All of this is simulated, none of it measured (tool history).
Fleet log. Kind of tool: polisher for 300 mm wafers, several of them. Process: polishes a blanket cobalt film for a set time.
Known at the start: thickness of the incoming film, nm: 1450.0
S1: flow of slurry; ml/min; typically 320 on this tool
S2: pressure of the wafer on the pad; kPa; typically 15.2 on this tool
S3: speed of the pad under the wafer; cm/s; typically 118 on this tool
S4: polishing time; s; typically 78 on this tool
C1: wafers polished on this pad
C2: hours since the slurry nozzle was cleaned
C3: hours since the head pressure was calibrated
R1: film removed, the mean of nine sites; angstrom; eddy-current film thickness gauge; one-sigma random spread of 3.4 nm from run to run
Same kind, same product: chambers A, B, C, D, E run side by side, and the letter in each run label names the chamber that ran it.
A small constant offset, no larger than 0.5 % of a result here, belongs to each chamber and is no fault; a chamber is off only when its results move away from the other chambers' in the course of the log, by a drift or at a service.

At hour 1.3: chamber D: worn pad replaced by a new one.
Run 1C, hour 7.5: usual settings; C1 89; C2 158.4; C3 1023.7. Result: R1 4882.6 angstrom.
Run 2B, hour 13.0: usual settings; C1 264; C2 20.2; C3 153.6. Result: R1 4948.2 angstrom.
Run 3A, hour 18.7: usual settings; C1 965; C2 522.7; C3 610.6. Result: R1 4950.0 angstrom.
At hour 20.8: chamber E: worn pad replaced by a new one.
Run 4E, hour 23.5: usual settings; C1 31; C2 352.6; C3 626.3. Result: R1 4983.2 angstrom.
Run 5D, hour 28.3: usual settings; C1 307; C2 265.8; C3 567.4. Result: R1 4895.7 angstrom.
Run 6E, hour 32.3: usual settings; C1 131; C2 361.4; C3 635.1. Result: R1 4918.5 angstrom.
Run 7D, hour 39.7: usual settings; C1 437; C2 277.2; C3 578.8. Result: R1 4885.1 angstrom.
Run 8A, hour 43.4: usual settings; C1 1246; C2 547.4; C3 635.3. Result: R1 4905.4 angstrom.
Run 9C, hour 47.0: usual settings; C1 539; C2 197.9; C3 1063.2. Result: R1 4881.7 angstrom.
Run 10B, hour 50.6: usual settings but S1 400 ml/min, S4 65 s; C1 692; C2 57.8; C3 191.2. Result: R1 4210.0 angstrom.
Run 11B, hour 54.3: usual settings but S1 400 ml/min, S4 65 s; C1 734; C2 61.5; C3 194.9. Result: R1 4232.8 angstrom.
Run 12A, hour 61.9: usual settings but S1 400 ml/min, S4 65 s; C1 1457; C2 565.9; C3 653.8. Result: R1 4164.8 angstrom.
Run 13C, hour 65.7: usual settings but S1 400 ml/min, S4 65 s; C1 752; C2 216.6; C3 1081.9. Result: R1 4134.1 angstrom.
Run 14E, hour 70.7: usual settings but S1 400 ml/min, S4 65 s; C1 568; C2 399.8; C3 673.5. Result: R1 4110.9 angstrom.
Run 15D, hour 77.1: usual settings but S2 16.5 kPa; C1 863; C2 314.6; C3 616.2. Result: R1 5347.3 angstrom.
Run 16E, hour 82.1: usual settings but S2 16.5 kPa; C1 698; C2 411.2; C3 684.9. Result: R1 5376.5 angstrom.
At hour 82.2: chamber A: worn pad replaced by a new one.
At hour 84.2: chamber C: head pressure recalibrated.
Run 17A, hour 89.1: usual settings but S2 16.5 kPa; C1 78; C2 593.1; C3 681.0. Result: R1 5404.2 angstrom.
At hour 90.6: chamber B: worn pad replaced by a new one.
At hour 92.3: chamber E: worn pad replaced by a new one.
At hour 95.2: chamber C: worn pad replaced by a new one.
Run 18B, hour 95.6: usual settings but S2 16.5 kPa; C1 57; C2 102.8; C3 236.2. Result: R1 5181.8 angstrom.
Run 19D, hour 100.9: usual settings but S2 16.5 kPa; C1 1134; C2 338.4; C3 640.0. Result: R1 5383.4 angstrom.
Run 20C, hour 104.5: usual settings; C1 106; C2 255.4; C3 20.4. Result: R1 4899.1 angstrom.
Run 21A, hour 109.1: usual settings; C1 306; C2 613.1; C3 701.0. Result: R1 4896.3 angstrom.
Run 22E, hour 113.6: usual settings; C1 243; C2 442.7; C3 716.4. Result: R1 4962.8 angstrom.
At hour 113.8: chamber A: slurry nozzle cleaned.
Run 23D, hour 118.0: usual settings but S2 11.0 kPa; C1 1329; C2 355.5; C3 657.1. Result: R1 3556.5 angstrom.
Run 24C, hour 121.3: usual settings but S2 11.0 kPa; C1 297; C2 272.2; C3 37.2. Result: R1 3530.2 angstrom.
At hour 124.2: chamber D: worn pad replaced by a new one.
Run 25B, hour 126.9: usual settings but S2 11.0 kPa; C1 414; C2 134.1; C3 267.5. Result: R1 3393.7 angstrom.
Run 26E, hour 133.8: usual settings but S2 11.0 kPa; C1 473; C2 462.9; C3 736.6. Result: R1 3573.0 angstrom.
Run 27C, hour 140.0: usual settings but S2 11.0 kPa; C1 510; C2 290.9; C3 55.9. Result: R1 3584.5 angstrom.
Run 28A, hour 145.1: usual settings; C1 716; C2 31.4; C3 737.0. Result: R1 4927.5 angstrom.
Run 29D, hour 151.8: usual settings; C1 315; C2 389.3; C3 690.9. Result: R1 4846.2 angstrom.
Run 30B, hour 159.2: usual settings; C1 782; C2 166.4; C3 299.8. Result: R1 4558.0 angstrom.
Run 31C, hour 164.4: usual settings; C1 788; C2 315.3; C3 80.3. Result: R1 4918.3 angstrom.

Read the log: is a single chamber off, either drifting away or since a service, is the gauge that measures every chamber drifting, or is nothing wrong beyond small per-chamber offsets? Name any odd chamber and what most likely caused it.

Chamber B drifts away from the others.
Cause: head's pressure below its setpoint, % = 8.74.

Which of the 4 candidates below, each the usual settings with something changed and its results left as question marks, puts chamber B back in line with what the other chambers give on the usual settings?
Counts as in line when no further than this from what the other chambers average on the usual settings: R1 120.0 angstrom
Run 32B-1, hour 169.8: usual settings but S2 15.9 kPa, S4 81 s. Result: R1 ?.
Run 32B-2, hour 169.8: usual settings but S2 14.5 kPa, S3 116 cm/s, S4 76 s. Result: R1 ?.
Run 32B-3, hour 169.8: usual settings but S3 114 cm/s. Result: R1 ?.
Run 32B-4, hour 169.8: usual settings but S4 81 s. Result: R1 ?.

Average result of the remaining chambers running the usual settings: R1 4916.8 angstrom
  run      R1
32B-1  4915.7
32B-2  4140.1
32B-3  4373.1
32B-4  4702.5
Change 32B-1 lands the chamber within the allowed miss of the other chambers.

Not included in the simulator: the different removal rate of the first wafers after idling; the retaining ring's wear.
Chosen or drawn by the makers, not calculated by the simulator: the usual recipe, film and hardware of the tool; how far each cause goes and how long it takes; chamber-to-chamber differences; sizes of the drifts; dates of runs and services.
